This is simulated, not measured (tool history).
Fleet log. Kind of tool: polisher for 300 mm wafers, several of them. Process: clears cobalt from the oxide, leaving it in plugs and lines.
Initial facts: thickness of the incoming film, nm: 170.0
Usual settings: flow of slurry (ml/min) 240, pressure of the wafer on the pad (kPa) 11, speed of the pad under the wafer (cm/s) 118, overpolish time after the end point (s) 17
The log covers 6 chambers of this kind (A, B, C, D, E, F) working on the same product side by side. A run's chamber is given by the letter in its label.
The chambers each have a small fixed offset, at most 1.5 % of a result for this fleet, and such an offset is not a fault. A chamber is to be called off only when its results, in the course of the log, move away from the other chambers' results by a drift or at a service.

| run | hour | flow of slurry (ml/min) | pressure of the wafer on the pad (kPa) | speed of the pad under the wafer (cm/s) | overpolish time after the end point (s) | wafers polished on this pad | hours since the slurry nozzle was cleaned | hours since the head pressure was calibrated | time until the end point was called (s) | dishing of a wide line in a test structure (nm) |
|---|---|---|---|---|---|---|---|---|---|---|
| 1C | 7.5 | 240 | 11 | 118 | 17 | 864 | 77 | 788.4 | 41.323 | 43.647 |
|  | 9.5 | chamber D: worn pad replaced by a new one |
|  | 14.2 | chamber C: worn pad replaced by a new one |
| 2E | 18.9 | 240 | 11 | 118 | 17 | 1041 | 222.5 | 480.1 | 40.299 | 44.589 |
| 3B | 27.8 | 240 | 11 | 118 | 17 | 420 | 291 | 836.8 | 39.359 | 43.447 |
|  | 37.2 | chamber F: worn pad replaced by a new one |
| 4F | 38 | 240 | 11 | 118 | 17 | 7 | 55.3 | 167.2 | 39.808 | 44.863 |
|  | 44.1 | chamber E: worn pad replaced by a new one |
| 5D | 48.3 | 240 | 11 | 118 | 17 | 379 | 442.7 | 490.8 | 40.11 | 44.786 |
| 6A | 60.1 | 240 | 11 | 118 | 17 | 609 | 613.5 | 961 | 39.351 | 44.924 |
|  | 60.9 | chamber A: head pressure recalibrated |
|  | 70.4 | chamber D: worn pad replaced by a new one |
|  | 70.4 | chamber B: worn pad replaced by a new one |
| 7A | 71.3 | 240 | 11 | 118 | 17 | 718 | 624.7 | 10.4 | 40.931 | 44.111 |
| 8D | 80.8 | 240 | 11 | 118 | 17 | 101 | 475.2 | 523.3 | 39.35 | 45.481 |
| 9C | 91.1 | 240 | 11 | 118 | 17 | 749 | 160.6 | 872 | 38.929 | 44.108 |
| 10E | 101.4 | 240 | 11 | 118 | 17 | 558 | 305 | 562.6 | 38.259 | 44.55 |
|  | 105.2 | chamber C: worn pad replaced by a new one |
| 11B | 108.4 | 240 | 11 | 118 | 17 | 370 | 371.6 | 917.4 | 39.825 | 45.258 |
|  | 110.6 | chamber F: worn pad replaced by a new one |
|  | 115.6 | chamber A: worn pad replaced by a new one |
| 12F | 118.9 | 240 | 11 | 118 | 17 | 81 | 136.2 | 248.1 | 40.189 | 44.535 |
|  | 124.9 | chamber E: slurry nozzle cleaned |
| 13E | 125.2 | 240 | 11 | 118 | 17 | 790 | 0.4 | 586.4 | 40.058 | 43.471 |
|  | 129.6 | chamber A: slurry nozzle cleaned |
| 14A | 132.5 | 240 | 11 | 118 | 17 | 165 | 3 | 71.6 | 39.977 | 45.582 |
|  | 134.1 | chamber B: worn pad replaced by a new one |
|  | 136.2 | chamber C: head pressure recalibrated |
| 15C | 141.8 | 240 | 11 | 118 | 17 | 357 | 211.3 | 5.7 | 40.554 | 44.701 |
|  | 143 | chamber D: worn pad replaced by a new one |
| 16B | 148.1 | 240 | 11 | 118 | 17 | 137 | 411.3 | 957.1 | 39.417 | 44.574 |
|  | 151.8 | chamber E: head pressure recalibrated |
| 17F | 157.9 | 240 | 11 | 118 | 17 | 461 | 175.2 | 287.1 | 38.994 | 43.195 |
|  | 159.9 | chamber B: head pressure recalibrated |
|  | 163.3 | chamber E: worn pad replaced by a new one |
| 18D | 168.4 | 240 | 11 | 118 | 17 | 247 | 562.8 | 610.9 | 39.31 | 44.996 |
| 19D | 178.7 | 240 | 11 | 118 | 17 | 348 | 573.1 | 621.2 | 40.283 | 44.868 |
|  | 185.8 | chamber C: worn pad replaced by a new one |
| 20A | 191.8 | 240 | 11 | 118 | 17 | 743 | 62.3 | 130.9 | 40.461 | 43.726 |
|  | 194 | chamber F: worn pad replaced by a new one |
| 21C | 199.6 | 160 | 11 | 158 | 17 | 135 | 269.1 | 63.5 | 32.383 | 50.912 |
|  | 201.7 | chamber D: worn pad replaced by a new one |
|  | 207.9 | chamber B: worn pad replaced by a new one |
| 22B | 210.3 | 160 | 11 | 158 | 17 | 23 | 473.5 | 50.5 | 31.302 | 49.405 |
|  | 211.6 | chamber F: slurry nozzle cleaned |
| 23E | 216.4 | 160 | 11 | 158 | 17 | 518 | 91.6 | 64.7 | 30.388 | 49.161 |
| 24F | 227.8 | 160 | 11 | 158 | 17 | 329 | 16.2 | 357 | 31.248 | 49.115 |
|  | 233.5 | chamber A: worn pad replaced by a new one |
| 25D | 234.2 | 160 | 11 | 158 | 17 | 317 | 628.6 | 676.7 | 30.7 | 50.043 |
| 26B | 242 | 160 | 11 | 158 | 17 | 332 | 505.2 | 82.2 | 32.236 | 48.859 |
| 27E | 253 | 240 | 11 | 118 | 17 | 874 | 128.2 | 101.3 | 38.756 | 45.289 |
|  | 258.9 | chamber C: worn pad replaced by a new one |
|  | 259.4 | chamber C: slurry nozzle cleaned |
| 28A | 260.1 | 240 | 11 | 118 | 17 | 259 | 130.6 | 199.2 | 40.129 | 45.096 |
| 29F | 270.9 | 240 | 11 | 118 | 17 | 750 | 59.3 | 400.1 | 38.986 | 43.555 |
|  | 274.8 | chamber E: worn pad replaced by a new one |
|  | 275.9 | chamber F: worn pad replaced by a new one |
| 30C | 277.2 | 240 | 11 | 118 | 17 | 178 | 17.8 | 141.1 | 40.027 | 45.61 |
|  | 278.1 | chamber D: worn pad replaced by a new one |
| 31E | 290.5 | 240 | 11 | 118 | 17 | 153 | 165.7 | 138.8 | 39.524 | 45.571 |
|  | 292.8 | chamber B: worn pad replaced by a new one |
| 32C | 297.8 | 240 | 11 | 118 | 17 | 379 | 38.4 | 161.7 | 39.9 | 44.665 |
| 33A | 304 | 240 | 11 | 118 | 17 | 687 | 174.5 | 243.1 | 40.491 | 44.472 |
|  | 310.7 | chamber D: slurry nozzle cleaned |
| 34F | 312.1 | 240 | 11 | 118 | 17 | 352 | 100.5 | 441.3 | 40.682 | 43.684 |
| 35D | 320.3 | 240 | 11 | 118 | 17 | 412 | 9.7 | 762.8 | 39.916 | 44.409 |
| 36B | 329.9 | 240 | 11 | 118 | 17 | 361 | 593.1 | 170.1 | 39.094 | 45.16 |
| 37C | 340.8 | 240 | 11 | 118 | 17 | 798 | 81.4 | 204.7 | 39.783 | 45.041 |

Is one chamber off against the others, does the gauge drift, or is nothing wrong? If a chamber is off, say which, and what the likeliest cause is.

Nothing is wrong: each chamber keeps only its own small, steady offset and the gauge holds still.

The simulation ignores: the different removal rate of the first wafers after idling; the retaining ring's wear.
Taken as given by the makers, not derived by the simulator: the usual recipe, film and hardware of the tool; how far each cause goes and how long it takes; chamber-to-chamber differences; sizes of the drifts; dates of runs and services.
